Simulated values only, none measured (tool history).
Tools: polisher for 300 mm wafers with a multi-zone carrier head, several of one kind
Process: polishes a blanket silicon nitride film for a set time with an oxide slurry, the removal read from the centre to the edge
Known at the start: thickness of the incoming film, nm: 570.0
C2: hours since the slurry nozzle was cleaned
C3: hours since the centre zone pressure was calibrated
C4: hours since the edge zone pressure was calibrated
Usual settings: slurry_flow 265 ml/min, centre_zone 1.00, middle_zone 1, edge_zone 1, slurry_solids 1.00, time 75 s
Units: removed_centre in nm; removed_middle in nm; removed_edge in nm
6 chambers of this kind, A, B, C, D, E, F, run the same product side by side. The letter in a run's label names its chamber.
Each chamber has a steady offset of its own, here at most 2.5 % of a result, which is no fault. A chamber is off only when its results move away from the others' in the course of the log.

{"hour": 4.9, "done": "chamber C: worn pad replaced by a new one"}
{"run": "1C", "hour": 9.3, "slurry_flow": 265, "centre_zone": 1.0, "middle_zone": 1, "edge_zone": 1, "slurry_solids": 1.0, "time": 75, "wafers polished on this pad": 28, "C2": 443.3, "C3": 1034.0, "C4": 658.4, "removed_centre": 33.783, "removed_middle": 33.214, "removed_edge": 34.116}
{"run": "2D", "hour": 18.6, "slurry_flow": 265, "centre_zone": 1.0, "middle_zone": 1, "edge_zone": 1, "slurry_solids": 1.0, "time": 75, "wafers polished on this pad": 387, "C2": 55.0, "C3": 454.0, "C4": 557.0, "removed_centre": 34.076, "removed_middle": 33.639, "removed_edge": 33.702}
{"hour": 24.3, "done": "chamber D: centre zone pressure recalibrated"}
{"run": "3F", "hour": 25.9, "slurry_flow": 265, "centre_zone": 1.0, "middle_zone": 1, "edge_zone": 1, "slurry_solids": 1.0, "time": 75, "wafers polished on this pad": 869, "C2": 598.1, "C3": 878.5, "C4": 112.6, "removed_centre": 33.065, "removed_middle": 33.634, "removed_edge": 33.939}
{"run": "4E", "hour": 33.5, "slurry_flow": 265, "centre_zone": 1.0, "middle_zone": 1, "edge_zone": 1, "slurry_solids": 1.0, "time": 75, "wafers polished on this pad": 686, "C2": 495.0, "C3": 589.7, "C4": 987.7, "removed_centre": 34.031, "removed_middle": 33.882, "removed_edge": 33.63}
{"hour": 35.9, "done": "chamber A: worn pad replaced by a new one"}
{"hour": 35.9, "done": "chamber B: worn pad replaced by a new one"}
{"run": "5A", "hour": 42.0, "slurry_flow": 265, "centre_zone": 1.0, "middle_zone": 1, "edge_zone": 1, "slurry_solids": 1.0, "time": 75, "wafers polished on this pad": 39, "C2": 836.6, "C3": 283.7, "C4": 386.5, "removed_centre": 34.134, "removed_middle": 33.46, "removed_edge": 33.872}
{"hour": 42.2, "done": "chamber F: worn pad replaced by a new one"}
{"hour": 47.5, "done": "chamber A: slurry nozzle cleaned"}
{"run": "6B", "hour": 55.7, "slurry_flow": 235, "centre_zone": 1.0, "middle_zone": 1, "edge_zone": 1, "slurry_solids": 1.0, "time": 85, "wafers polished on this pad": 127, "C2": 181.7, "C3": 469.8, "C4": 646.2, "removed_centre": 37.28, "removed_middle": 37.855, "removed_edge": 37.748}
{"run": "7B", "hour": 63.8, "slurry_flow": 235, "centre_zone": 1.0, "middle_zone": 1, "edge_zone": 1, "slurry_solids": 1.0, "time": 85, "wafers polished on this pad": 178, "C2": 189.8, "C3": 477.9, "C4": 654.3, "removed_centre": 37.345, "removed_middle": 37.356, "removed_edge": 37.859}
{"run": "8F", "hour": 74.0, "slurry_flow": 235, "centre_zone": 1.0, "middle_zone": 1, "edge_zone": 1, "slurry_solids": 1.0, "time": 85, "wafers polished on this pad": 203, "C2": 646.2, "C3": 926.6, "C4": 160.7, "removed_centre": 37.1, "removed_middle": 37.284, "removed_edge": 37.471}
{"hour": 76.1, "done": "chamber D: worn pad replaced by a new one"}
{"run": "9D", "hour": 84.0, "slurry_flow": 235, "centre_zone": 1.0, "middle_zone": 1, "edge_zone": 1, "slurry_solids": 1.0, "time": 85, "wafers polished on this pad": 50, "C2": 120.4, "C3": 59.8, "C4": 622.4, "removed_centre": 38.238, "removed_middle": 37.895, "removed_edge": 38.181}
{"hour": 90.7, "done": "chamber E: worn pad replaced by a new one"}
{"run": "10E", "hour": 95.5, "slurry_flow": 235, "centre_zone": 1.0, "middle_zone": 1, "edge_zone": 1, "slurry_solids": 1.0, "time": 85, "wafers polished on this pad": 30, "C2": 557.0, "C3": 651.7, "C4": 1049.7, "removed_centre": 38.069, "removed_middle": 37.658, "removed_edge": 37.962}
{"run": "11A", "hour": 104.2, "slurry_flow": 235, "centre_zone": 1.0, "middle_zone": 1, "edge_zone": 1, "slurry_solids": 1.0, "time": 85, "wafers polished on this pad": 436, "C2": 56.7, "C3": 345.9, "C4": 448.7, "removed_centre": 37.08, "removed_middle": 37.6, "removed_edge": 37.117}
{"run": "12C", "hour": 112.9, "slurry_flow": 265, "centre_zone": 1.0, "middle_zone": 1, "edge_zone": 1, "slurry_solids": 1.0, "time": 75, "wafers polished on this pad": 690, "C2": 546.9, "C3": 1137.6, "C4": 762.0, "removed_centre": 33.355, "removed_middle": 34.067, "removed_edge": 33.168}
{"hour": 113.6, "done": "chamber D: edge zone pressure recalibrated"}
{"hour": 118.6, "done": "chamber C: worn pad replaced by a new one"}
{"run": "13F", "hour": 121.8, "slurry_flow": 265, "centre_zone": 1.0, "middle_zone": 1, "edge_zone": 1, "slurry_solids": 1.0, "time": 75, "wafers polished on this pad": 508, "C2": 694.0, "C3": 974.4, "C4": 208.5, "removed_centre": 33.585, "removed_middle": 32.926, "removed_edge": 34.018}
{"hour": 123.5, "done": "chamber C: centre zone pressure recalibrated"}
{"run": "14D", "hour": 132.6, "slurry_flow": 265, "centre_zone": 1.0, "middle_zone": 1, "edge_zone": 1, "slurry_solids": 1.0, "time": 75, "wafers polished on this pad": 361, "C2": 169.0, "C3": 108.4, "C4": 19.1, "removed_centre": 34.531, "removed_middle": 33.616, "removed_edge": 34.006}
{"run": "15B", "hour": 147.2, "slurry_flow": 265, "centre_zone": 1.0, "middle_zone": 1, "edge_zone": 1, "slurry_solids": 1.0, "time": 75, "wafers polished on this pad": 711, "C2": 273.2, "C3": 561.3, "C4": 737.7, "removed_centre": 34.268, "removed_middle": 33.38, "removed_edge": 34.249}
{"hour": 148.8, "done": "chamber A: worn pad replaced by a new one"}
{"hour": 158.3, "done": "chamber B: worn pad replaced by a new one"}
{"run": "16C", "hour": 158.7, "slurry_flow": 265, "centre_zone": 1.0, "middle_zone": 1, "edge_zone": 1, "slurry_solids": 1.0, "time": 75, "wafers polished on this pad": 256, "C2": 592.7, "C3": 35.2, "C4": 807.8, "removed_centre": 32.5, "removed_middle": 33.544, "removed_edge": 34.201}
{"hour": 168.4, "done": "chamber F: worn pad replaced by a new one"}
{"run": "17E", "hour": 171.5, "slurry_flow": 265, "centre_zone": 1.0, "middle_zone": 1, "edge_zone": 1, "slurry_solids": 1.0, "time": 75, "wafers polished on this pad": 516, "C2": 633.0, "C3": 727.7, "C4": 1125.7, "removed_centre": 33.485, "removed_middle": 34.121, "removed_edge": 34.019}
{"run": "18A", "hour": 179.7, "slurry_flow": 265, "centre_zone": 1.0, "middle_zone": 1, "edge_zone": 1, "slurry_solids": 1.0, "time": 75, "wafers polished on this pad": 197, "C2": 132.2, "C3": 421.4, "C4": 524.2, "removed_centre": 33.699, "removed_middle": 33.654, "removed_edge": 33.218}
{"hour": 184.9, "done": "chamber D: worn pad replaced by a new one"}
{"run": "19A", "hour": 186.0, "slurry_flow": 265, "centre_zone": 1.0, "middle_zone": 1, "edge_zone": 1, "slurry_solids": 1.25, "time": 75, "wafers polished on this pad": 237, "C2": 138.5, "C3": 427.7, "C4": 530.5, "removed_centre": 37.617, "removed_middle": 36.972, "removed_edge": 37.01}
{"run": "20B", "hour": 198.9, "slurry_flow": 265, "centre_zone": 1.0, "middle_zone": 1, "edge_zone": 1, "slurry_solids": 1.25, "time": 75, "wafers polished on this pad": 259, "C2": 324.9, "C3": 613.0, "C4": 789.4, "removed_centre": 37.406, "removed_middle": 36.659, "removed_edge": 37.508}
{"hour": 208.9, "done": "chamber F: centre zone pressure recalibrated"}
{"run": "21E", "hour": 211.0, "slurry_flow": 265, "centre_zone": 1.0, "middle_zone": 1, "edge_zone": 1, "slurry_solids": 1.25, "time": 75, "wafers polished on this pad": 768, "C2": 672.5, "C3": 767.2, "C4": 1165.2, "removed_centre": 36.403, "removed_middle": 36.668, "removed_edge": 36.538}
{"run": "22C", "hour": 223.8, "slurry_flow": 265, "centre_zone": 1.0, "middle_zone": 1, "edge_zone": 1, "slurry_solids": 1.25, "time": 75, "wafers polished on this pad": 672, "C2": 657.8, "C3": 100.3, "C4": 872.9, "removed_centre": 36.659, "removed_middle": 36.999, "removed_edge": 37.569}
{"run": "23D", "hour": 231.7, "slurry_flow": 265, "centre_zone": 1.0, "middle_zone": 1, "edge_zone": 1, "slurry_solids": 1.25, "time": 75, "wafers polished on this pad": 299, "C2": 268.1, "C3": 207.5, "C4": 118.2, "removed_centre": 37.859, "removed_middle": 37.239, "removed_edge": 37.032}
{"hour": 241.4, "done": "chamber B: edge zone pressure recalibrated"}
{"run": "24F", "hour": 244.4, "slurry_flow": 265, "centre_zone": 1.0, "middle_zone": 1, "edge_zone": 1, "slurry_solids": 1.25, "time": 75, "wafers polished on this pad": 485, "C2": 816.6, "C3": 35.6, "C4": 331.1, "removed_centre": 37.424, "removed_middle": 36.643, "removed_edge": 36.804}
{"hour": 252.3, "done": "chamber E: worn pad replaced by a new one"}
{"run": "25F", "hour": 253.9, "slurry_flow": 265, "centre_zone": 1.0, "middle_zone": 1, "edge_zone": 1, "slurry_solids": 1.0, "time": 75, "wafers polished on this pad": 546, "C2": 826.1, "C3": 45.1, "C4": 340.6, "removed_centre": 33.691, "removed_middle": 32.832, "removed_edge": 33.779}
{"hour": 258.2, "done": "chamber E: slurry nozzle cleaned"}
{"run": "26A", "hour": 261.7, "slurry_flow": 265, "centre_zone": 1.0, "middle_zone": 1, "edge_zone": 1, "slurry_solids": 1.0, "time": 75, "wafers polished on this pad": 721, "C2": 214.2, "C3": 503.4, "C4": 606.2, "removed_centre": 33.397, "removed_middle": 33.685, "removed_edge": 32.946}
{"hour": 263.8, "done": "chamber A: worn pad replaced by a new one"}
{"hour": 269.3, "done": "chamber B: worn pad replaced by a new one"}
{"hour": 269.8, "done": "chamber C: worn pad replaced by a new one"}
{"run": "27C", "hour": 270.5, "slurry_flow": 265, "centre_zone": 1.0, "middle_zone": 1, "edge_zone": 1, "slurry_solids": 1.0, "time": 75, "wafers polished on this pad": 5, "C2": 704.5, "C3": 147.0, "C4": 919.6, "removed_centre": 33.261, "removed_middle": 33.834, "removed_edge": 34.428}
{"run": "28E", "hour": 281.7, "slurry_flow": 265, "centre_zone": 1.0, "middle_zone": 1, "edge_zone": 1, "slurry_solids": 1.0, "time": 75, "wafers polished on this pad": 188, "C2": 23.6, "C3": 837.9, "C4": 1235.9, "removed_centre": 33.204, "removed_middle": 34.09, "removed_edge": 33.97}
{"hour": 289.5, "done": "chamber D: worn pad replaced by a new one"}
{"run": "29B", "hour": 291.8, "slurry_flow": 265, "centre_zone": 1.0, "middle_zone": 1, "edge_zone": 1, "slurry_solids": 1.0, "time": 75, "wafers polished on this pad": 144, "C2": 417.8, "C3": 705.9, "C4": 50.5, "removed_centre": 34.644, "removed_middle": 33.891, "removed_edge": 34.183}
{"hour": 295.6, "done": "chamber C: slurry nozzle cleaned"}
{"run": "30D", "hour": 302.5, "slurry_flow": 265, "centre_zone": 1.07, "middle_zone": 1, "edge_zone": 1, "slurry_solids": 1.0, "time": 52, "wafers polished on this pad": 83, "C2": 338.9, "C3": 278.3, "C4": 189.0, "removed_centre": 25.712, "removed_middle": 23.501, "removed_edge": 23.5}
{"hour": 304.0, "done": "chamber C: edge zone pressure recalibrated"}
{"hour": 309.3, "done": "chamber F: worn pad replaced by a new one"}
{"run": "31A", "hour": 314.0, "slurry_flow": 265, "centre_zone": 1.07, "middle_zone": 1, "edge_zone": 1, "slurry_solids": 1.0, "time": 52, "wafers polished on this pad": 320, "C2": 266.5, "C3": 555.7, "C4": 658.5, "removed_centre": 25.334, "removed_middle": 23.357, "removed_edge": 23.478}
{"run": "32E", "hour": 324.2, "slurry_flow": 265, "centre_zone": 1.07, "middle_zone": 1, "edge_zone": 1, "slurry_solids": 1.0, "time": 52, "wafers polished on this pad": 459, "C2": 66.1, "C3": 880.4, "C4": 1278.4, "removed_centre": 24.704, "removed_middle": 23.429, "removed_edge": 23.394}
{"run": "33B", "hour": 336.3, "slurry_flow": 265, "centre_zone": 1.07, "middle_zone": 1, "edge_zone": 1, "slurry_solids": 1.0, "time": 52, "wafers polished on this pad": 428, "C2": 462.3, "C3": 750.4, "C4": 95.0, "removed_centre": 25.316, "removed_middle": 23.204, "removed_edge": 23.318}
{"run": "34F", "hour": 347.2, "slurry_flow": 265, "centre_zone": 1.07, "middle_zone": 1, "edge_zone": 1, "slurry_solids": 1.0, "time": 52, "wafers polished on this pad": 242, "C2": 919.4, "C3": 138.4, "C4": 433.9, "removed_centre": 25.388, "removed_middle": 23.298, "removed_edge": 23.62}
{"hour": 354.3, "done": "chamber A: worn pad replaced by a new one"}
{"run": "35D", "hour": 358.0, "slurry_flow": 265, "centre_zone": 1.07, "middle_zone": 1, "edge_zone": 1, "slurry_solids": 1.0, "time": 52, "wafers polished on this pad": 437, "C2": 394.4, "C3": 333.8, "C4": 244.5, "removed_centre": 25.245, "removed_middle": 23.436, "removed_edge": 23.587}
{"run": "36C", "hour": 370.3, "slurry_flow": 265, "centre_zone": 1.0, "middle_zone": 1, "edge_zone": 1, "slurry_solids": 1.0, "time": 75, "wafers polished on this pad": 642, "C2": 74.7, "C3": 246.8, "C4": 66.3, "removed_centre": 33.828, "removed_middle": 33.57, "removed_edge": 33.864}
{"run": "37D", "hour": 381.7, "slurry_flow": 265, "centre_zone": 1.0, "middle_zone": 1, "edge_zone": 1, "slurry_solids": 1.0, "time": 75, "wafers polished on this pad": 589, "C2": 418.1, "C3": 357.5, "C4": 268.2, "removed_centre": 34.505, "removed_middle": 33.667, "removed_edge": 34.449}
{"run": "38C", "hour": 396.1, "slurry_flow": 265, "centre_zone": 1.0, "middle_zone": 1, "edge_zone": 1, "slurry_solids": 1.0, "time": 75, "wafers polished on this pad": 807, "C2": 100.5, "C3": 272.6, "C4": 92.1, "removed_centre": 34.166, "removed_middle": 33.667, "removed_edge": 33.344}
{"hour": 401.0, "done": "chamber F: slurry nozzle cleaned"}
{"run": "39B", "hour": 402.5, "slurry_flow": 265, "centre_zone": 1.0, "middle_zone": 1, "edge_zone": 1, "slurry_solids": 1.0, "time": 75, "wafers polished on this pad": 851, "C2": 528.5, "C3": 816.6, "C4": 161.2, "removed_centre": 34.415, "removed_middle": 33.654, "removed_edge": 33.793}
{"run": "40E", "hour": 416.3, "slurry_flow": 265, "centre_zone": 1.0, "middle_zone": 1, "edge_zone": 1, "slurry_solids": 1.0, "time": 75, "wafers polished on this pad": 1047, "C2": 158.2, "C3": 972.5, "C4": 1370.5, "removed_centre": 33.634, "removed_middle": 34.115, "removed_edge": 33.957}
{"run": "41F", "hour": 429.1, "slurry_flow": 265, "centre_zone": 1.0, "middle_zone": 1, "edge_zone": 1, "slurry_solids": 1.0, "time": 75, "wafers polished on this pad": 765, "C2": 28.1, "C3": 220.3, "C4": 515.8, "removed_centre": 34.3, "removed_middle": 33.579, "removed_edge": 33.224}
{"run": "42A", "hour": 437.4, "slurry_flow": 265, "centre_zone": 1.0, "middle_zone": 1, "edge_zone": 1, "slurry_solids": 1.0, "time": 75, "wafers polished on this pad": 531, "C2": 389.9, "C3": 679.1, "C4": 781.9, "removed_centre": 32.88, "removed_middle": 33.698, "removed_edge": 33.404}

All 6 chambers run these settings next. Forecast each chamber's results:
{"run": "43A", "hour": 447.9, "slurry_flow": 265, "centre_zone": 1.0, "middle_zone": 1, "edge_zone": 1, "slurry_solids": 1.0, "time": 75, "removed_centre": "?", "removed_middle": "?", "removed_edge": "?"}
{"run": "43B", "hour": 447.9, "slurry_flow": 265, "centre_zone": 1.0, "middle_zone": 1, "edge_zone": 1, "slurry_solids": 1.0, "time": 75, "removed_centre": "?", "removed_middle": "?", "removed_edge": "?"}
{"run": "43C", "hour": 447.9, "slurry_flow": 265, "centre_zone": 1.0, "middle_zone": 1, "edge_zone": 1, "slurry_solids": 1.0, "time": 75, "removed_centre": "?", "removed_middle": "?", "removed_edge": "?"}
{"run": "43D", "hour": 447.9, "slurry_flow": 265, "centre_zone": 1.0, "middle_zone": 1, "edge_zone": 1, "slurry_solids": 1.0, "time": 75, "removed_centre": "?", "removed_middle": "?", "removed_edge": "?"}
{"run": "43E", "hour": 447.9, "slurry_flow": 265, "centre_zone": 1.0, "middle_zone": 1, "edge_zone": 1, "slurry_solids": 1.0, "time": 75, "removed_centre": "?", "removed_middle": "?", "removed_edge": "?"}
{"run": "43F", "hour": 447.9, "slurry_flow": 265, "centre_zone": 1.0, "middle_zone": 1, "edge_zone": 1, "slurry_solids": 1.0, "time": 75, "removed_centre": "?", "removed_middle": "?", "removed_edge": "?"}

run=43A removed_centre=32.974 removed_middle=33.880 removed_edge=34.052
run=43B removed_centre=33.582 removed_middle=33.554 removed_edge=34.101
run=43C removed_centre=33.636 removed_middle=33.259 removed_edge=33.238
run=43D removed_centre=34.568 removed_middle=33.693 removed_edge=33.880
run=43E removed_centre=33.611 removed_middle=34.221 removed_edge=33.417
run=43F removed_centre=34.380 removed_middle=33.357 removed_edge=33.667
